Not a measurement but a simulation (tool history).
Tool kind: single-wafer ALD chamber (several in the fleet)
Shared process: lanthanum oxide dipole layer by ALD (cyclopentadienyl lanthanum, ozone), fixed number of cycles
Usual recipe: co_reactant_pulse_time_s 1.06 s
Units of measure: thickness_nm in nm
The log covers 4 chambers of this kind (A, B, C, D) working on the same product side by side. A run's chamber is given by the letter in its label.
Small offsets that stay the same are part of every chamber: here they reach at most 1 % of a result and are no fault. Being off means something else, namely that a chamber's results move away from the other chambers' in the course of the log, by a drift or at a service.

run,hour,co_reactant_pulse_time_s,hours since the last thermocouple change,hours since the last ozone generator service,"read-back reference wafer on the same gauge, thickness_nm",thickness_nm
1D,4.4,1.06,38.2,610.8,0.43124,0.5045
2C,10.4,1.06,756.2,883.5,0.43061,0.50504
3B,17.2,1.06,577.6,548.5,0.43066,0.51484
4A,21.5,1.06,2087.3,349.5,0.43087,0.51092
5A,29.1,1.06,2094.9,357.1,0.43148,0.50584
6B,33.8,1.06,594.2,565.1,0.43121,0.5141
7D,39.9,1.06,73.7,646.3,0.43081,0.50849
8C,43.6,1.06,789.4,916.7,0.43112,0.5033
9A,48.9,1.06,2114.7,376.9,0.43103,0.50865
10B,55.6,1.06,616,586.9,0.431,0.51329
11D,62.8,1.06,96.6,669.2,0.43118,0.50737
12C,67.4,1.06,813.2,940.5,0.43092,0.50742
13B,71,1.06,631.4,602.3,0.43127,0.51201
14A,77.6,1.06,2143.4,405.6,0.43134,0.50775
15C,82,1.06,827.8,955.1,0.43048,0.50661
16D,86.9,1.06,120.7,693.3,0.43103,0.50497
17B,94.3,0.82,654.7,625.6,0.4305,0.46767
18D,101,0.82,134.8,707.4,0.43108,0.46262
19A,108.6,0.82,2174.4,436.6,0.43105,0.46921
20C,115.4,0.82,861.2,988.5,0.43119,0.46369
21B,120.4,1.06,680.8,651.7,0.4309,0.51422
22C,128.5,1.06,874.3,1001.6,0.43107,0.50314
23A,134.2,1.06,2200,462.2,0.4309,0.50361
24D,140.9,1.06,174.7,747.3,0.43118,0.50236
25D,148.2,1.06,182,754.6,0.43099,0.50417
26A,156.1,1.06,2221.9,484.1,0.43128,0.50412
27C,163.4,1.06,909.2,1036.5,0.43158,0.50581
# hour 165.9: chamber A: thermocouple changed; heater temperature recalibrated
28B,169,1.06,729.4,700.3,0.43072,0.51691
29B,173.7,1.06,734.1,705,0.43026,0.51202
30D,181,1.06,214.8,787.4,0.43064,0.50614
31C,188.9,1.06,934.7,1062,0.43061,0.50765
32A,196,1.06,30.1,524,0.43151,0.49944
33B,200,1.06,760.4,731.3,0.43058,0.51194
34C,207.3,1.06,953.1,1080.4,0.43088,0.50866
35A,211.6,1.41,45.7,539.6,0.43111,0.53463
36D,218.3,1.41,252.1,824.7,0.43164,0.53796
37B,223.3,1.41,783.7,754.6,0.43098,0.54998
38C,229.6,1.41,975.4,1102.7,0.43104,0.54013
39D,236.2,1.06,270,842.6,0.431,0.50793
40A,243.2,0.85,77.3,571.2,0.43103,0.44714

Is one chamber out of step, is the gauge drifting, or do the chambers differ by no more than their own small offsets? For an off chamber, give its letter and the likeliest cause.

One chamber, A, drifts off from the rest bit by bit.
Likeliest cause: ozone dose below that of a generator just serviced (%) = 11.4.

Here are 4 candidates for chamber A's next run, each the usual settings with a change, their results left as question marks. Which one brings its results back in line with what the others give on the usual settings?
Allowed miss from the other chambers' usual-settings mean, per result, to count as in line: thickness_nm 0.0079 nm
41A-1,249,0.94,,,,?
41A-2,249,1.03,,,,?
41A-3,249,1.09,,,,?
41A-4,249,1.18,,,,?

On the usual settings, the other chambers give on average: thickness_nm 0.50814 nm
run,thickness_nm
41A-1,0.46987
41A-2,0.48561
41A-3,0.49482
41A-4,0.50695
41A-4 brings the chamber back in line.
